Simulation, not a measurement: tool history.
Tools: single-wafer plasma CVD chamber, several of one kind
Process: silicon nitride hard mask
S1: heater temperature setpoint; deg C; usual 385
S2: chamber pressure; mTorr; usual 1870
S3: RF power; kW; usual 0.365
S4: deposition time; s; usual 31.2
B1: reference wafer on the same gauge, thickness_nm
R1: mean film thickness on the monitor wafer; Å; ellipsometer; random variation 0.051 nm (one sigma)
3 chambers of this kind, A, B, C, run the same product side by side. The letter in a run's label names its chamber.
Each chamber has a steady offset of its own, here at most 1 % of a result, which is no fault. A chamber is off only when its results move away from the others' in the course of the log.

run	hour	S1	S2	S3	S4	B1	R1
1C	10.3	385	1870	0.365	31.2	50.120	432.14
2B	20.3	385	1870	0.365	31.2	50.134	427.24
3A	25.9	385	1870	0.365	31.2	50.119	427.93
# hour 26.1: chamber B: thermocouple changed; heater temperature recalibrated
4B	34.8	385	1870	0.365	31.2	50.141	426.25
5C	42.1	385	1870	0.365	31.2	50.150	432.86
6A	52.5	385	1870	0.365	31.2	50.158	428.35
7B	60.7	385	1870	0.365	31.2	50.169	426.79
8A	67.8	385	1870	0.365	31.2	50.180	428.87
9C	75.4	385	1870	0.365	31.2	50.200	433.33
10B	83.5	385	1870	0.365	31.2	50.199	427.29
# hour 86.1: chamber A: RF generator calibrated
11C	94.5	385	1870	0.365	31.2	50.207	433.23
12A	103.6	385	1870	0.365	31.2	50.236	427.90
13B	111.7	385	1870	0.365	31.2	50.231	428.46
14A	118.7	385	1870	0.365	31.2	50.246	428.48
15C	129.5	385	1870	0.365	31.2	50.255	433.41
16B	139.6	385	1870	0.365	31.2	50.265	428.11
17A	145.2	385	1870	0.365	31.2	50.276	429.12
18C	155.7	385	1870	0.365	31.2	50.283	434.34
19B	161.9	385	2160	0.365	31.2	50.269	445.14
20A	167.4	385	2160	0.365	31.2	50.296	446.33
21C	177.6	385	2160	0.365	31.2	50.309	450.86
22B	188.4	391	1870	0.325	31.2	50.319	397.33
23A	199.5	391	1870	0.325	31.2	50.335	398.24

Is one chamber off against the others, does the gauge drift, or is nothing wrong? If a chamber is off, say which, and what the likeliest cause is.

The gauge drifts, so all chambers seem to drift together. No chamber is off.
Cause: gauge reads high (%) = 0.494.
